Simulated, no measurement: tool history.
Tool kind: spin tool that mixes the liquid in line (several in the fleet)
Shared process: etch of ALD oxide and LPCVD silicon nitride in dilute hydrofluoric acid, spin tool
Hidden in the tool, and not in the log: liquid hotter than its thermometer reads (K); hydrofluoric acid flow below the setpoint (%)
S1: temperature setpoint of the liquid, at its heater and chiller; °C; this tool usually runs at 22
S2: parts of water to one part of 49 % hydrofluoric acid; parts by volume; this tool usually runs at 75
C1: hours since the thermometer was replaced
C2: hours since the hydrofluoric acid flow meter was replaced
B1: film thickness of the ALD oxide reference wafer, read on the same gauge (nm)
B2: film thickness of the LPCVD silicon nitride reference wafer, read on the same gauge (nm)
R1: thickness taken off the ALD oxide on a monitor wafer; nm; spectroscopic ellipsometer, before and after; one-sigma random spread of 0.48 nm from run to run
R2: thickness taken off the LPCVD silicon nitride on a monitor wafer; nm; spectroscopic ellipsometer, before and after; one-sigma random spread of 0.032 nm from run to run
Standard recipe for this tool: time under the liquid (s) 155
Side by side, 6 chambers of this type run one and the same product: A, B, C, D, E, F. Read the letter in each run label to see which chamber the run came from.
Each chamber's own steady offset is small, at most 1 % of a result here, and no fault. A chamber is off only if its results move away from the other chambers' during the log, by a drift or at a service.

{"run": "1B", "hour": 14.6, "S1": 22, "S2": 75, "time under the liquid (s)": 155, "C1": 2768.8, "C2": 260, "B1": 29.999, "B2": 90.012, "R1": 50.4, "R2": 0.90753}
{"run": "2F", "hour": 23.7, "S1": 22, "S2": 75, "time under the liquid (s)": 155, "C1": 136.7, "C2": 631.7, "B1": 29.999, "B2": 89.992, "R1": 51.024, "R2": 0.91886}
{"run": "3D", "hour": 30.2, "S1": 22, "S2": 75, "time under the liquid (s)": 155, "C1": 918.5, "C2": 64.4, "B1": 29.989, "B2": 89.988, "R1": 50.641, "R2": 0.91649}
{"run": "4C", "hour": 41.3, "S1": 22, "S2": 75, "time under the liquid (s)": 155, "C1": 1714, "C2": 797.1, "B1": 29.999, "B2": 90.037, "R1": 50.505, "R2": 0.92836}
{"run": "5A", "hour": 54.2, "S1": 19, "S2": 75, "time under the liquid (s)": 110, "C1": 368.5, "C2": 1256.1, "B1": 29.995, "B2": 90.067, "R1": 31.933, "R2": 0.5557}
{"run": "6E", "hour": 63.6, "S1": 19, "S2": 75, "time under the liquid (s)": 110, "C1": 1597.9, "C2": 882.6, "B1": 30.005, "B2": 90.015, "R1": 31.331, "R2": 0.4989}
{"run": "7B", "hour": 70.9, "S1": 19, "S2": 75, "time under the liquid (s)": 110, "C1": 2825.1, "C2": 316.3, "B1": 30.004, "B2": 90.038, "R1": 31.715, "R2": 0.51139}
{"run": "8C", "hour": 85.9, "S1": 19, "S2": 75, "time under the liquid (s)": 110, "C1": 1758.6, "C2": 841.7, "B1": 30.001, "B2": 90.006, "R1": 31.814, "R2": 0.53828}
{"hour": 91.5, "done": "chamber E: hydrofluoric acid flow meter replaced"}
{"run": "9A", "hour": 100.0, "S1": 19, "S2": 75, "time under the liquid (s)": 110, "C1": 414.3, "C2": 1301.9, "B1": 30.016, "B2": 90.043, "R1": 31.854, "R2": 0.53279}
{"run": "10E", "hour": 112.8, "S1": 19, "S2": 75, "time under the liquid (s)": 110, "C1": 1647.1, "C2": 21.3, "B1": 30.01, "B2": 90.025, "R1": 31.143, "R2": 0.52667}
{"run": "11D", "hour": 120.6, "S1": 22, "S2": 75, "time under the liquid (s)": 155, "C1": 1008.9, "C2": 154.8, "B1": 29.984, "B2": 90.017, "R1": 50.919, "R2": 0.9163}
{"run": "12F", "hour": 130.2, "S1": 22, "S2": 75, "time under the liquid (s)": 155, "C1": 243.2, "C2": 738.2, "B1": 30.033, "B2": 89.995, "R1": 50.948, "R2": 0.93017}
{"run": "13A", "hour": 144.9, "S1": 22, "S2": 75, "time under the liquid (s)": 155, "C1": 459.2, "C2": 1346.8, "B1": 29.994, "B2": 89.976, "R1": 50.217, "R2": 0.90377}
{"run": "14C", "hour": 153.3, "S1": 22, "S2": 75, "time under the liquid (s)": 155, "C1": 1826, "C2": 909.1, "B1": 30.013, "B2": 89.988, "R1": 51.08, "R2": 0.86715}
{"hour": 156.4, "done": "chamber B: thermometer replaced"}
{"run": "15D", "hour": 164.3, "S1": 22, "S2": 75, "time under the liquid (s)": 155, "C1": 1052.6, "C2": 198.5, "B1": 29.999, "B2": 90.021, "R1": 51.334, "R2": 0.92104}
{"run": "16F", "hour": 174.9, "S1": 22, "S2": 75, "time under the liquid (s)": 155, "C1": 287.9, "C2": 782.9, "B1": 30.014, "B2": 90.014, "R1": 51.241, "R2": 0.90452}
{"hour": 182.7, "done": "chamber F: hydrofluoric acid flow meter replaced"}
{"run": "17E", "hour": 183.1, "S1": 22, "S2": 75, "time under the liquid (s)": 155, "C1": 1717.4, "C2": 91.6, "B1": 29.97, "B2": 89.979, "R1": 49.642, "R2": 0.90094}
{"run": "18B", "hour": 197.7, "S1": 22, "S2": 75, "time under the liquid (s)": 155, "C1": 41.3, "C2": 443.1, "B1": 29.993, "B2": 90.018, "R1": 49.208, "R2": 0.86764}
{"run": "19A", "hour": 205.1, "S1": 22, "S2": 75, "time under the liquid (s)": 155, "C1": 519.4, "C2": 1407, "B1": 30.006, "B2": 89.962, "R1": 50.124, "R2": 0.91446}
{"run": "20E", "hour": 216.8, "S1": 22, "S2": 75, "time under the liquid (s)": 155, "C1": 1751.1, "C2": 125.3, "B1": 29.973, "B2": 90.014, "R1": 50.644, "R2": 0.89515}
{"run": "21C", "hour": 224.8, "S1": 22, "S2": 75, "time under the liquid (s)": 155, "C1": 1897.5, "C2": 980.6, "B1": 30.008, "B2": 89.977, "R1": 50.307, "R2": 0.89604}
{"run": "22F", "hour": 234.8, "S1": 22, "S2": 75, "time under the liquid (s)": 155, "C1": 347.8, "C2": 52.2, "B1": 29.988, "B2": 89.967, "R1": 50.289, "R2": 0.89222}
{"run": "23D", "hour": 249.0, "S1": 22, "S2": 75, "time under the liquid (s)": 155, "C1": 1137.3, "C2": 283.2, "B1": 30.002, "B2": 89.999, "R1": 50.756, "R2": 0.89363}
{"run": "24B", "hour": 258.4, "S1": 22, "S2": 75, "time under the liquid (s)": 245, "C1": 102, "C2": 503.8, "B1": 29.993, "B2": 90.019, "R1": 74.766, "R2": 1.3367}
{"run": "25E", "hour": 271.9, "S1": 22, "S2": 75, "time under the liquid (s)": 245, "C1": 1806.2, "C2": 180.4, "B1": 29.985, "B2": 89.983, "R1": 80.858, "R2": 1.492}
{"run": "26D", "hour": 286.1, "S1": 22, "S2": 75, "time under the liquid (s)": 245, "C1": 1174.4, "C2": 320.3, "B1": 29.995, "B2": 89.966, "R1": 80.224, "R2": 1.3646}
{"run": "27C", "hour": 298.8, "S1": 22, "S2": 75, "time under the liquid (s)": 245, "C1": 1971.5, "C2": 1054.6, "B1": 29.997, "B2": 89.983, "R1": 78.696, "R2": 1.5319}
{"run": "28B", "hour": 307.3, "S1": 22, "S2": 75, "time under the liquid (s)": 245, "C1": 150.9, "C2": 552.7, "B1": 30.005, "B2": 89.992, "R1": 74.192, "R2": 1.3464}
{"run": "29F", "hour": 317.2, "S1": 22, "S2": 75, "time under the liquid (s)": 245, "C1": 430.2, "C2": 134.6, "B1": 29.989, "B2": 90.009, "R1": 80.641, "R2": 1.4747}
{"hour": 322.6, "done": "chamber A: thermometer replaced"}
{"run": "30A", "hour": 327.7, "S1": 22, "S2": 75, "time under the liquid (s)": 155, "C1": 5.2, "C2": 1529.6, "B1": 29.999, "B2": 90.034, "R1": 50.448, "R2": 0.94174}
{"run": "31D", "hour": 338.8, "S1": 22, "S2": 75, "time under the liquid (s)": 155, "C1": 1227.1, "C2": 373, "B1": 30.006, "B2": 90.038, "R1": 50.347, "R2": 0.87661}
{"run": "32B", "hour": 345.8, "S1": 22, "S2": 75, "time under the liquid (s)": 155, "C1": 189.4, "C2": 591.2, "B1": 29.993, "B2": 89.984, "R1": 46.781, "R2": 0.86237}
{"run": "33A", "hour": 355.3, "S1": 22, "S2": 75, "time under the liquid (s)": 155, "C1": 32.8, "C2": 1557.2, "B1": 30.005, "B2": 89.996, "R1": 50.678, "R2": 0.8929}
{"run": "34F", "hour": 369.9, "S1": 22, "S2": 75, "time under the liquid (s)": 155, "C1": 482.9, "C2": 187.3, "B1": 29.979, "B2": 89.987, "R1": 50.754, "R2": 0.86985}
{"run": "35C", "hour": 381.9, "S1": 22, "S2": 75, "time under the liquid (s)": 155, "C1": 2054.6, "C2": 1137.7, "B1": 30.017, "B2": 90.035, "R1": 50.74, "R2": 0.87018}
{"run": "36E", "hour": 389.9, "S1": 22, "S2": 75, "time under the liquid (s)": 155, "C1": 1924.2, "C2": 298.4, "B1": 30.001, "B2": 90.029, "R1": 50.519, "R2": 0.92662}
{"run": "37F", "hour": 396.4, "S1": 22, "S2": 75, "time under the liquid (s)": 155, "C1": 509.4, "C2": 213.8, "B1": 29.983, "B2": 89.999, "R1": 50.807, "R2": 0.8552}
{"run": "38A", "hour": 403.9, "S1": 22, "S2": 75, "time under the liquid (s)": 155, "C1": 81.4, "C2": 1605.8, "B1": 30, "B2": 90.01, "R1": 50.956, "R2": 0.94562}
{"run": "39B", "hour": 418.2, "S1": 22, "S2": 75, "time under the liquid (s)": 155, "C1": 261.8, "C2": 663.6, "B1": 30.005, "B2": 90.022, "R1": 46.058, "R2": 0.82467}

Next, all 6 chambers run the settings below, one line each with question marks for the results. What does each chamber give?
{"run": "40A", "hour": 429.0, "S1": 22, "S2": 45, "time under the liquid (s)": 155, "R1": "?", "R2": "?"}
{"run": "40B", "hour": 429.0, "S1": 22, "S2": 45, "time under the liquid (s)": 155, "R1": "?", "R2": "?"}
{"run": "40C", "hour": 429.0, "S1": 22, "S2": 45, "time under the liquid (s)": 155, "R1": "?", "R2": "?"}
{"run": "40D", "hour": 429.0, "S1": 22, "S2": 45, "time under the liquid (s)": 155, "R1": "?", "R2": "?"}
{"run": "40E", "hour": 429.0, "S1": 22, "S2": 45, "time under the liquid (s)": 155, "R1": "?", "R2": "?"}
{"run": "40F", "hour": 429.0, "S1": 22, "S2": 45, "time under the liquid (s)": 155, "R1": "?", "R2": "?"}

run=40A R1=87.726 R2=1.4791
run=40B R1=78.326 R2=1.3494
run=40C R1=86.419 R2=1.4748
run=40D R1=87.04 R2=1.4782
run=40E R1=88.735 R2=1.529
run=40F R1=89.265 R2=1.5324

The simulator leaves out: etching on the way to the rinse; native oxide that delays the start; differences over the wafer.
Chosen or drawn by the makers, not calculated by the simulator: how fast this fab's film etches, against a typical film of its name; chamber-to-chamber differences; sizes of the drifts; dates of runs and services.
